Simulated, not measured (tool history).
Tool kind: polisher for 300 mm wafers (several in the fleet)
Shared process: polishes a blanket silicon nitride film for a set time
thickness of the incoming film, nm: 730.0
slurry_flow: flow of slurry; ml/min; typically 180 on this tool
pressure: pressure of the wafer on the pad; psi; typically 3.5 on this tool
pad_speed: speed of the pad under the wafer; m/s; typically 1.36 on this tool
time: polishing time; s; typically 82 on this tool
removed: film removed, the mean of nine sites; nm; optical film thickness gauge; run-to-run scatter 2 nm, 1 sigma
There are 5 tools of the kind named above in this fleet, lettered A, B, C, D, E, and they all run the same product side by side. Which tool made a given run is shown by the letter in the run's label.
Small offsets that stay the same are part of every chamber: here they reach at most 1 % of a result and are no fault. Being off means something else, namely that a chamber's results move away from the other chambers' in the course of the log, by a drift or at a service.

-- hour=3.2 chamber C: worn pad replaced by a new one
run 1B hour=3.5 | slurry_flow=180 pressure=3.5 pad_speed=1.36 time=82 | removed=177.22
-- hour=10.2 chamber D: worn pad replaced by a new one
run 2C hour=10.9 | slurry_flow=180 pressure=3.5 pad_speed=1.36 time=82 | removed=180.39
run 3A hour=16.7 | slurry_flow=180 pressure=3.5 pad_speed=1.36 time=82 | removed=179.27
-- hour=18.1 chamber B: worn pad replaced by a new one
run 4D hour=20.9 | slurry_flow=180 pressure=3.5 pad_speed=1.36 time=82 | removed=178.71
run 5E hour=24.5 | slurry_flow=180 pressure=3.5 pad_speed=1.36 time=82 | removed=179.58
run 6E hour=30.1 | slurry_flow=180 pressure=3.5 pad_speed=1.36 time=82 | removed=179.93
run 7A hour=37.0 | slurry_flow=180 pressure=3.5 pad_speed=1.36 time=82 | removed=177.28
run 8C hour=40.9 | slurry_flow=180 pressure=3.5 pad_speed=1.36 time=82 | removed=178.97
run 9B hour=47.4 | slurry_flow=180 pressure=3.5 pad_speed=1.36 time=82 | removed=175.18
run 10D hour=52.8 | slurry_flow=180 pressure=3.5 pad_speed=1.36 time=82 | removed=181.89
run 11C hour=58.6 | slurry_flow=180 pressure=3.5 pad_speed=1.36 time=82 | removed=180.61
-- hour=59.0 chamber B: worn pad replaced by a new one
run 12B hour=63.2 | slurry_flow=180 pressure=3.5 pad_speed=1.36 time=82 | removed=178.60
-- hour=63.9 chamber A: slurry nozzle cleaned
-- hour=64.5 chamber E: worn pad replaced by a new one
run 13A hour=70.9 | slurry_flow=180 pressure=3.5 pad_speed=1.36 time=82 | removed=180.42
-- hour=72.4 chamber C: worn pad replaced by a new one
run 14D hour=78.2 | slurry_flow=180 pressure=3.5 pad_speed=1.36 time=82 | removed=180.85
run 15E hour=82.5 | slurry_flow=180 pressure=3.5 pad_speed=1.36 time=82 | removed=179.42
run 16E hour=88.2 | slurry_flow=180 pressure=3.5 pad_speed=1.36 time=82 | removed=179.95
run 17B hour=93.1 | slurry_flow=180 pressure=3.5 pad_speed=1.54 time=82 | removed=196.47
run 18D hour=97.5 | slurry_flow=180 pressure=3.5 pad_speed=1.54 time=82 | removed=202.43
-- hour=100.9 chamber B: worn pad replaced by a new one
-- hour=101.2 chamber A: worn pad replaced by a new one
run 19C hour=103.6 | slurry_flow=180 pressure=3.5 pad_speed=1.54 time=82 | removed=200.07
run 20A hour=110.6 | slurry_flow=180 pressure=3.5 pad_speed=1.54 time=82 | removed=194.94
-- hour=112.7 chamber E: slurry nozzle cleaned
run 21C hour=114.1 | slurry_flow=180 pressure=3.5 pad_speed=1.54 time=82 | removed=197.12
-- hour=120.2 chamber D: head pressure recalibrated
run 22D hour=121.3 | slurry_flow=180 pressure=3.5 pad_speed=1.36 time=82 | removed=160.65
-- hour=127.1 chamber D: worn pad replaced by a new one
run 23E hour=128.4 | slurry_flow=180 pressure=3.5 pad_speed=1.36 time=82 | removed=179.35
run 24B hour=134.3 | slurry_flow=130 pressure=3.5 pad_speed=1.36 time=55 | removed=111.89
-- hour=135.1 chamber E: worn pad replaced by a new one
run 25A hour=142.2 | slurry_flow=130 pressure=3.5 pad_speed=1.36 time=55 | removed=113.28
run 26C hour=147.1 | slurry_flow=130 pressure=3.5 pad_speed=1.36 time=55 | removed=113.89
-- hour=148.9 chamber B: worn pad replaced by a new one
-- hour=150.6 chamber C: worn pad replaced by a new one
run 27D hour=152.3 | slurry_flow=130 pressure=3.5 pad_speed=1.36 time=55 | removed=102.96
run 28A hour=157.2 | slurry_flow=130 pressure=3.5 pad_speed=1.36 time=55 | removed=113.72
-- hour=161.1 chamber A: head pressure recalibrated
-- hour=163.7 chamber B: head pressure recalibrated
run 29E hour=164.3 | slurry_flow=180 pressure=3.5 pad_speed=1.36 time=82 | removed=181.82
run 30B hour=167.7 | slurry_flow=180 pressure=3.5 pad_speed=1.36 time=82 | removed=179.84
run 31C hour=172.2 | slurry_flow=180 pressure=3.5 pad_speed=1.36 time=82 | removed=178.56
run 32D hour=176.2 | slurry_flow=180 pressure=3.5 pad_speed=1.36 time=82 | removed=158.70
run 33E hour=180.3 | slurry_flow=180 pressure=3.5 pad_speed=1.36 time=82 | removed=176.43
run 34A hour=185.5 | slurry_flow=160 pressure=3.5 pad_speed=1.36 time=82 | removed=175.51
run 35B hour=189.1 | slurry_flow=160 pressure=3.5 pad_speed=1.36 time=82 | removed=178.25
-- hour=191.7 chamber B: worn pad replaced by a new one
run 36E hour=195.6 | slurry_flow=160 pressure=3.5 pad_speed=1.36 time=82 | removed=180.25
-- hour=199.0 chamber E: worn pad replaced by a new one
run 37A hour=200.6 | slurry_flow=160 pressure=3.5 pad_speed=1.36 time=82 | removed=175.85
run 38D hour=204.6 | slurry_flow=160 pressure=3.5 pad_speed=1.36 time=82 | removed=158.50
run 39C hour=208.6 | slurry_flow=180 pressure=3.5 pad_speed=1.36 time=82 | removed=180.40
run 40B hour=213.2 | slurry_flow=180 pressure=3.5 pad_speed=1.36 time=82 | removed=180.66
run 41E hour=217.6 | slurry_flow=180 pressure=3.5 pad_speed=1.36 time=82 | removed=179.18
-- hour=218.6 chamber C: worn pad replaced by a new one
run 42C hour=222.2 | slurry_flow=180 pressure=4.4 pad_speed=1.36 time=82 | removed=227.00

All chambers now run identical settings, listed one chamber a line with results as question marks. What results will each chamber show?
run 43A hour=227.9 | slurry_flow=180 pressure=3.5 pad_speed=1.60 time=82 | removed=?
run 43B hour=227.9 | slurry_flow=180 pressure=3.5 pad_speed=1.60 time=82 | removed=?
run 43C hour=227.9 | slurry_flow=180 pressure=3.5 pad_speed=1.60 time=82 | removed=?
run 43D hour=227.9 | slurry_flow=180 pressure=3.5 pad_speed=1.60 time=82 | removed=?
run 43E hour=227.9 | slurry_flow=180 pressure=3.5 pad_speed=1.60 time=82 | removed=?

run=43A removed=201.12
run=43B removed=203.95
run=43C removed=206.83
run=43D removed=185.42
run=43E removed=202.58
